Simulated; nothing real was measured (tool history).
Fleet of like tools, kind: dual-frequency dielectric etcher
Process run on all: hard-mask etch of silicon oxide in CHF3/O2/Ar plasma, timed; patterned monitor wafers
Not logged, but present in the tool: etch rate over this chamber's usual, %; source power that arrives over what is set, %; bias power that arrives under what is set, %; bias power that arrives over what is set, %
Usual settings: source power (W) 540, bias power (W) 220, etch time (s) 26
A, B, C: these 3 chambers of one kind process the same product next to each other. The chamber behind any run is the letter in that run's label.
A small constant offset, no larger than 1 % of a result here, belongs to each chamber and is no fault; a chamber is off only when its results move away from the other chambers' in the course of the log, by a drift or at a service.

| run | hour | source power (W) | bias power (W) | etch time (s) | hours since the last wet clean | hours since the last source power generator calibration | hours since the last bias power generator calibration | read-back reference wafer on the same gauge, depth_nm | mean etch depth across the wafer (nm) |
|---|---|---|---|---|---|---|---|---|---|
| 1C | 4.4 | 540 | 220 | 26 | 11 | 1096.5 | 1979.9 | 46.404 | 53.033 |
| 2B | 10.6 | 540 | 220 | 26 | 222.3 | 102.5 | 2334.5 | 46.421 | 53.032 |
| 3A | 15.2 | 540 | 220 | 26 | 77.7 | 92.7 | 291.6 | 46.427 | 53.23 |
| 4B | 19.8 | 540 | 220 | 26 | 231.5 | 111.7 | 2343.7 | 46.436 | 53.014 |
| 5C | 22.9 | 540 | 220 | 26 | 29.5 | 1115 | 1998.4 | 46.472 | 52.974 |
|  | 26.6 | chamber B: bias power generator calibrated |
| 6A | 29.2 | 540 | 220 | 26 | 91.7 | 106.7 | 305.6 | 46.465 | 53.205 |
| 7A | 34 | 540 | 220 | 26 | 96.5 | 111.5 | 310.4 | 46.472 | 53.353 |
| 8C | 37.9 | 540 | 220 | 26 | 44.5 | 1130 | 2013.4 | 46.481 | 52.955 |
| 9B | 43 | 540 | 220 | 26 | 254.7 | 134.9 | 16.4 | 46.476 | 53.225 |
| 10B | 47.7 | 540 | 173 | 33.5 | 259.4 | 139.6 | 21.1 | 46.469 | 63.006 |
| 11A | 53.3 | 540 | 173 | 33.5 | 115.8 | 130.8 | 329.7 | 46.509 | 63.142 |
| 12C | 56.4 | 540 | 173 | 33.5 | 63 | 1148.5 | 2031.9 | 46.497 | 62.946 |
| 13C | 62.3 | 540 | 220 | 26 | 68.9 | 1154.4 | 2037.8 | 46.507 | 52.972 |
| 14B | 67.5 | 540 | 220 | 26 | 279.2 | 159.4 | 40.9 | 46.513 | 53.224 |
| 15A | 71.3 | 470 | 220 | 26 | 133.8 | 148.8 | 347.7 | 46.536 | 50.464 |
| 16B | 75.2 | 470 | 220 | 26 | 286.9 | 167.1 | 48.6 | 46.552 | 50.51 |
| 17C | 81.4 | 470 | 220 | 26 | 88 | 1173.5 | 2056.9 | 46.559 | 50.522 |
| 18A | 86.2 | 540 | 220 | 26 | 148.7 | 163.7 | 362.6 | 46.566 | 53.276 |
| 19B | 91.5 | 490 | 220 | 26 | 303.2 | 183.4 | 64.9 | 46.586 | 51.177 |
| 20C | 94.7 | 490 | 220 | 26 | 101.3 | 1186.8 | 2070.2 | 46.567 | 51.275 |
| 21A | 100.2 | 490 | 220 | 26 | 162.7 | 177.7 | 376.6 | 46.589 | 51.553 |
| 22A | 105 | 540 | 220 | 26 | 167.5 | 182.5 | 381.4 | 46.609 | 53.41 |
| 23C | 110.8 | 540 | 220 | 26 | 117.4 | 1202.9 | 2086.3 | 46.619 | 53.296 |
| 24B | 115.2 | 540 | 220 | 26 | 326.9 | 207.1 | 88.6 | 46.63 | 53.301 |
| 25C | 118.4 | 540 | 220 | 26 | 125 | 1210.5 | 2093.9 | 46.629 | 53.388 |
| 26A | 123.8 | 540 | 220 | 26 | 186.3 | 201.3 | 400.2 | 46.621 | 53.383 |
| 27B | 128.1 | 540 | 220 | 26 | 339.8 | 220 | 101.5 | 46.629 | 53.311 |
| 28A | 131.5 | 540 | 220 | 26 | 194 | 209 | 407.9 | 46.651 | 53.46 |
| 29C | 136.5 | 540 | 220 | 26 | 143.1 | 1228.6 | 2112 | 46.657 | 53.267 |
| 30B | 142.6 | 660 | 220 | 22.5 | 354.3 | 234.5 | 116 | 46.646 | 49.775 |
| 31B | 145.4 | 660 | 220 | 22.5 | 357.1 | 237.3 | 118.8 | 46.671 | 49.829 |
| 32A | 151.1 | 660 | 220 | 22.5 | 213.6 | 228.6 | 427.5 | 46.7 | 50.081 |
| 33C | 155.5 | 540 | 220 | 26 | 162.1 | 1247.6 | 2131 | 46.699 | 53.266 |

What goes on in this fleet: one chamber off, a drifting gauge, or nothing beyond the chambers' own small offsets? Name the chamber and the cause, if any.

No chamber is off; the gauge reading every chamber's wafers drifts, which makes the whole fleet appear to move together.
Likeliest cause: gauge reads high (%) = 0.655.
